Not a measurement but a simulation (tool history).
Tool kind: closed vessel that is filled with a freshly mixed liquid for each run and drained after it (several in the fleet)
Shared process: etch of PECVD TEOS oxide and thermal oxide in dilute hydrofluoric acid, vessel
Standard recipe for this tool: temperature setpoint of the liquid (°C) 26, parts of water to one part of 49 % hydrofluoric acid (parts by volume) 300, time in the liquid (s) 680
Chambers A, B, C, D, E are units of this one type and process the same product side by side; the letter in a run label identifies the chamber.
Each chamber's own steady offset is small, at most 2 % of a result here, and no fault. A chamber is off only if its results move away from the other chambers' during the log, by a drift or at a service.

run,hour,temperature setpoint of the liquid (°C),parts of water to one part of 49 % hydrofluoric acid (parts by volume),time in the liquid (s),hours since the thermometer was replaced,hours since the hydrofluoric acid flow meter was replaced,"read-back film thickness of the PECVD TEOS oxide reference wafer, read on the same gauge (nm)","read-back film thickness of the thermal oxide reference wafer, read on the same gauge (nm)",thickness taken off the PECVD TEOS oxide on a monitor wafer (angstrom),thickness taken off the thermal oxide on a monitor wafer (angstrom)
# hour 1.3: chamber B: thermometer replaced
1E,5.1,26,300,680,202.8,974,149.99,129.99,166.97,90.019
2C,11.5,26,300,680,340.3,593.5,149.98,130.02,167.75,88.858
3A,15.3,26,300,680,810.6,748.1,149.99,130.03,168.87,91.086
4D,21.5,26,300,680,798.7,1622.5,150,129.99,165.75,90.25
5B,26.4,26,300,680,25.2,718.6,150.02,129.99,163.95,89.236
6D,30.5,26,300,680,807.7,1631.5,150.01,129.99,163.74,90.367
7A,35,26,300,680,830.3,767.8,149.98,129.99,170.1,91.971
8B,39.3,26,300,680,38.1,731.5,149.99,130,167.45,90.569
9C,45.8,26,300,680,374.6,627.8,150,129.98,170.15,89.625
10E,50,26,300,680,247.7,1018.9,150.02,130.01,169.21,89.833
11E,53.7,26,300,680,251.4,1022.6,149.97,130,168.02,90.453
12C,58.9,26,300,680,387.7,640.9,149.99,129.98,168.08,89.254
13A,62,22.5,300,680,857.3,794.8,149.99,130.01,148.53,80.814
14D,67.1,22.5,300,680,844.3,1668.1,150.01,129.99,145.56,80.274
15B,70.2,22.5,300,680,69,762.4,150.01,130.01,149.29,78.882
16E,73.8,22.5,300,680,271.5,1042.7,150,129.99,149.41,79.879
17D,77.1,22.5,300,680,854.3,1678.1,149.98,129.99,146.17,80.026
18C,83.4,26,300,900,412.2,665.4,150.01,130,222.16,117.26
19A,89.6,26,300,900,884.9,822.4,149.98,130,222.39,120.58
20B,95.3,26,300,900,94.1,787.5,149.99,129.95,220.14,118.39
21D,101.1,26,300,900,878.3,1702.1,149.99,130,222.23,119.03
22B,107,26,300,900,105.8,799.2,150,129.99,224.62,119.1
23C,112.9,26,300,680,441.7,694.9,149.98,130.02,169.77,88.78
24E,117.4,26,300,680,315.1,1086.3,150.01,130,165.87,90.033
25A,120.8,26,300,680,916.1,853.6,150,129.99,169.9,90.781
26C,125.7,26,300,680,454.5,707.7,149.99,130.02,167.52,89.047
27B,129.1,26,215,1010,127.9,821.3,149.99,129.98,380.84,205.3
28E,133.7,26,215,1010,331.4,1102.6,150.01,130,382.73,205.14
29D,138.5,26,215,1010,915.7,1739.5,149.99,130,382.3,205.74
30A,144.5,26,215,1010,939.8,877.3,150.01,129.99,381.97,207.64
31D,148.7,26,215,1010,925.9,1749.7,150,129.97,379.32,205.19
32E,153.9,26,300,680,351.6,1122.8,150,130.01,167.08,90.476
33A,157,26,165,345,952.3,889.8,150.02,130.02,180.66,97.254
34B,161.6,26,165,345,160.4,853.8,150.01,130.01,182.08,98.112
35C,168.2,26,165,345,497,750.2,150.01,129.99,183.85,96.759
36E,174.1,26,165,345,371.8,1143,150,130,184.08,97.778
37C,179.7,26,165,345,508.5,761.7,150.03,130.01,182.34,96.676
38D,183.5,26,300,680,960.7,1784.5,149.99,130.01,167.01,90.356
39B,188.3,26,300,680,187.1,880.5,149.99,130.01,168.95,88.994
40A,194.7,26,300,680,990,927.5,149.97,130,169.06,92.132
41D,199.6,26,300,680,976.8,1800.6,150,129.98,166.38,89.346
42A,204.4,26,300,680,999.7,937.2,150.01,130,168.09,90.479
43E,209,26,300,680,406.7,1177.9,150,130.01,167.93,89.97
44C,214.8,26,300,680,543.6,796.8,150,129.98,168.59,88.75

Decide between three cases: one chamber stands off from its peers, the gauge reading all wafers drifts, or nothing is wrong past each chamber's small offset. Where a chamber is off, say which and what most likely put it there.

The fleet is healthy, with each chamber sitting at its usual small offset and no drift in the gauge.
